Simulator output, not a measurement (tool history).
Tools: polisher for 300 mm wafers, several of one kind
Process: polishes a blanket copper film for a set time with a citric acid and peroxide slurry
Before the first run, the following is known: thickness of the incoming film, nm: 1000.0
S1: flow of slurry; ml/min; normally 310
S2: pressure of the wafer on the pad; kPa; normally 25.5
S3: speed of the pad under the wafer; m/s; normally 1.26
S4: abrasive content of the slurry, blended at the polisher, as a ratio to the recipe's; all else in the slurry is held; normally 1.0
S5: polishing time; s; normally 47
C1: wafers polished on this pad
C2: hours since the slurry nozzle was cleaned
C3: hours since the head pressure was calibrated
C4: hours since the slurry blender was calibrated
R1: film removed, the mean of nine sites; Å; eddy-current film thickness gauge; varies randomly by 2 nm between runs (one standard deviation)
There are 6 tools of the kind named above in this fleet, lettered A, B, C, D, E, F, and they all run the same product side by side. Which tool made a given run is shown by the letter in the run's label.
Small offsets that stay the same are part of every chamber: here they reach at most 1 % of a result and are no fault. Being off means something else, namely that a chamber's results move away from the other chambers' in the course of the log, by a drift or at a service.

run   hour   S1    S2    S3   S4  S5   C1     C2     C3     C4       R1
 1D    5.0  310  25.5  1.26  1.0  47  131  400.8   80.1   21.5  1423.30
 2B    9.8  310  25.5  1.26  1.0  47  675  360.0  225.9  198.2  1431.40
 3C   13.6  310  25.5  1.26  1.0  47  296   86.7  220.3   17.6  1435.10
 4F   18.0  310  25.5  1.26  1.0  47  883  384.6  582.9   67.5  1428.80
      21.1  -- chamber B: worn pad replaced by a new one
 5E   23.9  310  25.5  1.26  1.0  47  487  375.1  867.1  245.5  1426.30
 6A   28.3  310  25.5  1.26  1.0  47  457   97.2  365.6  313.1  1430.80
      30.5  -- chamber F: worn pad replaced by a new one
 7A   36.3  310  31.0  1.26  1.0  47  571  105.2  373.6  321.1  1729.00
      36.5  -- chamber E: worn pad replaced by a new one
      41.6  -- chamber C: worn pad replaced by a new one
 8E   44.0  310  31.0  1.26  1.0  47  106  395.2  887.2  265.6  1772.90
      45.4  -- chamber A: slurry blender recalibrated
      48.5  -- chamber A: worn pad replaced by a new one
 9D   50.7  310  31.0  1.26  1.0  47  779  446.5  125.8   67.2  1782.20
10B   58.4  310  31.0  1.26  1.0  47  530  408.6  274.5  246.8  1730.00
11C   62.2  310  31.0  1.26  1.0  47  292  135.3  268.9   66.2  1774.60
12F   68.6  310  31.0  1.26  1.0  47  542  435.2  633.5  118.1  1709.10
      69.1  -- chamber D: worn pad replaced by a new one
      73.7  -- chamber B: worn pad replaced by a new one
13A   76.6  310  25.5  1.26  1.0  47  399  145.5  413.9   31.2  1461.40
      82.8  -- chamber F: slurry blender recalibrated
14D   83.7  310  25.5  1.50  1.0  54  207  479.5  158.8  100.2  2040.30
15C   89.0  310  25.5  1.50  1.0  54  673  162.1  295.7   93.0  2030.20
      90.3  -- chamber F: worn pad replaced by a new one
      90.8  -- chamber C: worn pad replaced by a new one
      91.0  -- chamber E: worn pad replaced by a new one
16E   92.8  310  25.5  1.50  1.0  54   26  444.0  936.0  314.4  1966.60
17B   97.2  310  25.5  1.50  1.0  54  333  447.4  313.3  285.6  1955.40
     100.8  -- chamber A: worn pad replaced by a new one
18F  101.3  310  25.5  1.50  1.0  54  156  467.9  666.2   18.6  1966.90
19C  105.6  310  25.5  1.50  1.0  54  210  178.7  312.3  109.6  1972.50
     107.5  -- chamber B: head pressure recalibrated
20F  113.2  310  25.5  1.26  1.0  47  325  479.8  678.1   30.5  1418.30
     116.0  -- chamber E: head pressure recalibrated
21D  116.9  310  25.5  1.26  1.0  47  679  512.7  192.0  133.4  1457.40
22A  120.8  310  25.5  1.26  1.0  47  285  189.7  458.1   75.4  1414.60
     126.1  -- chamber B: worn pad replaced by a new one
23E  128.5  310  25.5  1.26  1.0  47  533  479.7   12.6  350.1  1584.40
     132.9  -- chamber D: slurry nozzle cleaned
24B  136.6  365  25.5  1.26  1.2  47  150  486.8   29.1  325.0  1516.80
     137.2  -- chamber D: worn pad replaced by a new one
     140.6  -- chamber C: worn pad replaced by a new one
     140.6  -- chamber E: worn pad replaced by a new one
25C  143.8  365  25.5  1.26  1.2  47   46  216.9  350.5  147.8  1526.50
26D  150.9  365  25.5  1.26  1.2  47  195   18.1  226.0  167.4  1490.80
     153.4  -- chamber A: worn pad replaced by a new one
     154.9  -- chamber F: slurry nozzle cleaned
27A  157.8  365  25.5  1.26  1.2  47   62  226.7  495.1  112.4  1451.60
28E  166.0  365  25.5  1.26  1.2  47  360  517.2   50.1  387.6  1699.80
     167.2  -- chamber F: worn pad replaced by a new one
     171.3  -- chamber B: worn pad replaced by a new one
29B  173.5  365  25.5  1.26  1.2  47   32  523.7   66.0  361.9  1528.10
     175.8  -- chamber E: slurry nozzle cleaned
30F  179.5  310  25.5  1.26  1.0  47  175   24.6  744.4   96.8  1425.40
     181.5  -- chamber D: slurry blender recalibrated
31C  184.3  310  25.5  1.26  1.0  47  621  257.4  391.0  188.3  1461.00
     187.1  -- chamber E: worn pad replaced by a new one
32D  191.3  310  25.5  1.26  1.0  47  768   58.5  266.4    9.8  1446.50
     191.9  -- chamber C: worn pad replaced by a new one
33B  196.7  310  25.5  0.86  0.8  47  361  546.9   89.2  385.1   938.83
     199.7  -- chamber F: slurry blender recalibrated
     200.4  -- chamber A: worn pad replaced by a new one
34E  202.2  310  25.5  0.86  0.8  47  214   26.4   86.3  423.8  1050.80
35A  210.4  310  25.5  0.86  0.8  47  142  279.3  547.7  165.0   949.16
36F  218.7  310  25.5  0.86  0.8  47  732   63.8  783.6   19.0   952.61
37C  224.6  310  25.5  0.86  0.8  47  465  297.7  431.3  228.6   953.70
38F  231.4  310  25.5  0.86  0.8  47  912   76.5  796.3   31.7   944.94
39E  238.9  310  25.5  1.26  1.0  47  735   63.1  123.0  460.5  1602.20

Does one chamber stand apart from the rest, does the shared gauge drift, or is all well apart from small per-chamber offsets? Give the chamber and the most likely cause, where there is one.

A service left chamber E off against the others.
Cause: head's pressure above its setpoint, % = 12.

Here are 4 candidates for chamber E's next run, each the usual settings with a change, their results left as question marks. Which one brings its results back in line with what the others give on the usual settings?
In-line tolerance around the mean of the other chambers on the usual settings: R1 69.00 Å
40E-1  244.9  310  24.1  1.26  1.0  44                   ?
40E-2  244.9  310  26.9  1.26  1.0  50                   ?
40E-3  244.9  310  25.5  1.28  1.0  47                   ?
40E-4  244.9  310  25.5  1.24  1.0  47                   ?

The mean the other chambers reach with the usual settings: R1 1439.80 Å
  run       R1
40E-1  1440.70
40E-2  1822.30
40E-3  1651.50
40E-4  1600.30
The right change is 40E-1: it brings the chamber back within the allowed miss of the others.

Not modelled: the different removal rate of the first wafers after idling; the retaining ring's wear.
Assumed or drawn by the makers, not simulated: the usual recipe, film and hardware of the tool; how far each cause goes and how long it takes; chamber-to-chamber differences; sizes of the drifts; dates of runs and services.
